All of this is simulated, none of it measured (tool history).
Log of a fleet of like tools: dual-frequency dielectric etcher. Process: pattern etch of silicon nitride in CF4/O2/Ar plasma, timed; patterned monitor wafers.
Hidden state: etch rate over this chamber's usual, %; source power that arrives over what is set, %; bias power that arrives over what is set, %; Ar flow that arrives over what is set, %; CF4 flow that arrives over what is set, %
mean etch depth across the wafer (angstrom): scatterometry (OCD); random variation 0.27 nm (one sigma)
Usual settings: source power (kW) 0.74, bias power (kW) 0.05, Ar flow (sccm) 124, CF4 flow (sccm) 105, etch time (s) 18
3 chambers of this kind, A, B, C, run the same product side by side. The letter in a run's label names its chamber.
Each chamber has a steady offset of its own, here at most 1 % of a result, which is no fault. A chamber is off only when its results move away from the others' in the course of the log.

run	day	source power (kW)	bias power (kW)	Ar flow (sccm)	CF4 flow (sccm)	etch time (s)	hours since the last wet clean	hours since the last source power generator calibration	hours since the last bias power generator calibration	hours since the last Ar flow controller change	hours since the last CF4 flow controller change	read-back reference wafer on the same gauge, depth_nm	mean etch depth across the wafer (angstrom)
1C	0.483	0.74	0.05	124	105	18	57.4	726.4	1351.9	2740.1	3456.1	55.706	466.17
2B	0.975	0.74	0.05	124	105	18	94.8	1536.6	1890.8	1141.2	1156.9	55.655	466.26
3A	1.362	0.74	0.05	124	105	18	472	1793.9	65.1	358	1657.1	55.649	472
4B	1.725	0.74	0.05	124	105	18	112.8	1554.6	1908.8	1159.2	1174.9	55.747	474.61
5A	2.133	0.74	0.05	124	105	18	490.5	1812.4	83.6	376.5	1675.6	55.757	471.2
6C	2.55	0.74	0.05	124	105	18	107	776	1401.5	2789.7	3505.7	55.669	468.77
7B	2.925	0.74	0.05	124	105	18	141.6	1583.4	1937.6	1188	1203.7	55.676	468.73
8A	3.292	0.74	0.05	149	105	23.5	518.3	1840.2	111.4	404.3	1703.4	55.77	599.9
9C	3.808	0.74	0.05	149	105	23.5	137.2	806.2	1431.7	2819.9	3535.9	55.685	589.95
10B	4.096	0.74	0.05	149	105	23.5	169.7	1611.5	1965.7	1216.1	1231.8	55.623	605.67
11C	4.425	0.74	0.05	124	105	18	152	821	1446.5	2834.7	3550.7	55.639	460.83
# day 4.75: chamber A: wet clean of the chamber
12A	4.95	0.74	0.05	124	105	18	4.9	1880	151.2	444.1	1743.2	55.735	471.66
# day 5.038: chamber A: CF4 flow controller replaced
13A	5.254	0.74	0.05	124	105	18	12.2	1887.3	158.5	451.4	5.3	55.711	472.17
14C	5.729	0.67	0.05	124	105	15	183.3	852.3	1477.8	2866	3582	55.77	355.85
15B	6.025	0.67	0.05	124	105	15	216	1657.8	2012	1262.4	1278.1	55.695	367.37
16A	6.567	0.67	0.05	124	105	15	43.7	1918.8	190	482.9	36.8	55.698	356.74
17C	6.833	0.67	0.05	124	105	22.5	209.8	878.8	1504.3	2892.5	3608.5	55.654	530.74
18B	7.192	0.67	0.05	124	105	22.5	244	1685.8	2040	1290.4	1306.1	55.659	554.95
19C	7.471	0.67	0.05	124	105	22.5	225.1	894.1	1519.6	2907.8	3623.8	55.676	532.57
20B	7.762	0.74	0.05	124	105	18	257.7	1699.5	2053.7	1304.1	1319.8	55.679	486.59
21A	8.021	0.74	0.059	124	105	18	78.6	1953.7	224.9	517.8	71.7	55.665	500.06
22A	8.488	0.74	0.059	124	105	18	89.8	1964.9	236.1	529	82.9	55.713	501
23C	8.992	0.74	0.059	124	105	18	261.6	930.6	1556.1	2944.3	3660.3	55.706	499.78
# day 9.004: chamber C: bias power generator calibrated
# day 9.175: chamber B: bias power generator calibrated
24B	9.396	0.74	0.05	136	105	18	296.9	1738.7	5.3	1343.3	1359	55.672	486.26
25B	9.812	0.74	0.05	136	105	18	306.9	1748.7	15.3	1353.3	1369	55.673	484.19
26C	10.292	0.74	0.05	136	105	18	292.8	961.8	31	2975.5	3691.5	55.728	460.91

Is one chamber off against the others, does the gauge drift, or is nothing wrong? If a chamber is off, say which, and what the likeliest cause is.

Chamber B drifts away from the others.
Cause: etch rate over this chamber's usual, % = 4.78.
The log may not tell that from: source power that arrives over what is set, %.

Here are 4 candidates for chamber B's next run, each the usual settings with a change, their results left as question marks. Which one brings its results back in line with what the others give on the usual settings?
In line means no further than this from the other chambers' mean on the usual settings: mean etch depth across the wafer (angstrom) 9.3
27B-1	10.679	0.7	0.049	124	105	18							?
27B-2	10.679	0.74	0.05	123	105	20							?
27B-3	10.679	0.76	0.05	124	105	18.5							?
27B-4	10.679	0.74	0.05	167	69	18							?

The other chambers' mean on the usual settings: mean etch depth across the wafer (angstrom) 469.02
run	mean etch depth across the wafer (angstrom)
27B-1	466.71
27B-2	548.74
27B-3	518.87
27B-4	443.67
27B-1 brings the chamber back in line.
